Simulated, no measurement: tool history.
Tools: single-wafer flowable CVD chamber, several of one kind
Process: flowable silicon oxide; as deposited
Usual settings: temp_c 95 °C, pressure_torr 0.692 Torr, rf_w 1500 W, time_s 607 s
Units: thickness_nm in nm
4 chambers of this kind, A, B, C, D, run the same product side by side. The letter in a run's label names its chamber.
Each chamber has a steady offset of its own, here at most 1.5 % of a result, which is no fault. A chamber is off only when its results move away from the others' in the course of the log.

run   hour  temp_c  pressure_torr  rf_w  time_s  read-back reference wafer on the same gauge, thickness_nm  thickness_nm
 1A    5.0      95          0.692  1500     607                                                     331.06        326.56
 2C   11.0      95          0.692  1500     607                                                     331.16        332.37
 3B   14.8      95          0.692  1500     607                                                     331.22        337.08
 4D   17.7      95          0.692  1500     607                                                     330.92        331.98
 5D   22.1      95          0.692  1500     607                                                     331.13        336.45
 6C   26.5      95          0.692  1500     607                                                     330.86        331.00
 7A   32.3      95          0.692  1500     607                                                     330.36        326.52
 8B   36.0      95          0.692  1500     607                                                     331.29        334.79
 9B   40.7      95          0.692  1500     607                                                     331.20        338.84
10C   45.0      95          0.692  1500     607                                                     330.84        331.33
11D   48.5      95          0.692  1500     607                                                     331.18        332.77
12A   54.2      95          0.692  1500     607                                                     330.71        327.86
13A   57.5      95          0.692  1500     607                                                     330.73        330.71
14B   60.5      95          0.692  1500     607                                                     330.89        333.97
15D   65.5      95          0.692  1500     607                                                     331.08        331.05
16C   68.2      95          0.692  1500     607                                                     331.15        333.04
17D   71.9      95          0.692  1500     607                                                     331.22        335.46
18B   75.2      95          0.692  1500     607                                                     330.86        332.79
19A   79.5      95          0.692  1500     607                                                     331.22        327.98
20C   85.3      95          0.692  1500     607                                                     330.85        330.58
21C   91.2      95          0.692  1500     607                                                     331.07        325.37
22B   96.4      95          0.692  1500     607                                                     330.66        335.30
23D   99.4      95          0.692  1500     607                                                     330.68        335.08
24A  104.2      95          0.692  1500     607                                                     331.25        327.87
25A  108.2      95          0.692  1500     607                                                     331.20        328.86
26B  114.3      95          0.692  1500     607                                                     331.04        333.75
27C  120.1      95          0.692  1500     607                                                     330.73        327.13
28D  123.8      95          0.692  1500     607                                                     330.57        333.83
29D  127.6      95          0.692  1500     607                                                     330.80        335.41
30C  131.0      95          0.692  1500     607                                                     331.41        324.63
31A  137.0      95          0.692  1500     607                                                     331.14        327.88
32B  141.7      95          0.692  1500     607                                                     331.40        333.27
     144.1  -- chamber D: RF generator calibrated
33B  145.2      95          0.692  1500     607                                                     330.83        333.42
34D  149.2      95          0.692  1500     607                                                     330.81        330.42
35C  152.7      95          0.692  1500     607                                                     331.41        323.10
36A  157.6      95          0.581  1255     607                                                     330.76        240.01
37A  160.6      95          0.581  1255     607                                                     331.03        242.56
38C  165.1      95          0.581  1255     607                                                     331.32        237.65
39B  170.7      95          0.581  1255     607                                                     331.19        248.86
40D  175.6      95          0.692  1500     607                                                     330.96        330.33

Is one chamber off against the others, does the gauge drift, or is nothing wrong? If a chamber is off, say which, and what the likeliest cause is.

Chamber C drifts away from the others.
Cause: true pressure below the setpoint (%) = 2.34.
The log may not tell that from: wafer temperature above the value expected at the setpoint (K); delivered RF power below the setpoint (%).

Here are 4 candidates for chamber C's next run, each the usual settings with a change, their results left as question marks. Which one brings its results back in line with what the others give on the usual settings?
In line means no further than this from the other chambers' mean on the usual settings: thickness_nm 6.60 nm
41C-1  180.0      95          0.674  1495     607                                                                        ?
41C-2  180.0      95          0.692  1470     568                                                                        ?
41C-3  180.0      94          0.696  1500     607                                                                        ?
41C-4  180.0      95          0.692  1530     646                                                                        ?

The other chambers' mean on the usual settings: thickness_nm 332.21 nm
  run  thickness_nm
41C-1        307.91
41C-2        296.98
41C-3        333.23
41C-4        342.56
41C-3 brings the chamber back in line.

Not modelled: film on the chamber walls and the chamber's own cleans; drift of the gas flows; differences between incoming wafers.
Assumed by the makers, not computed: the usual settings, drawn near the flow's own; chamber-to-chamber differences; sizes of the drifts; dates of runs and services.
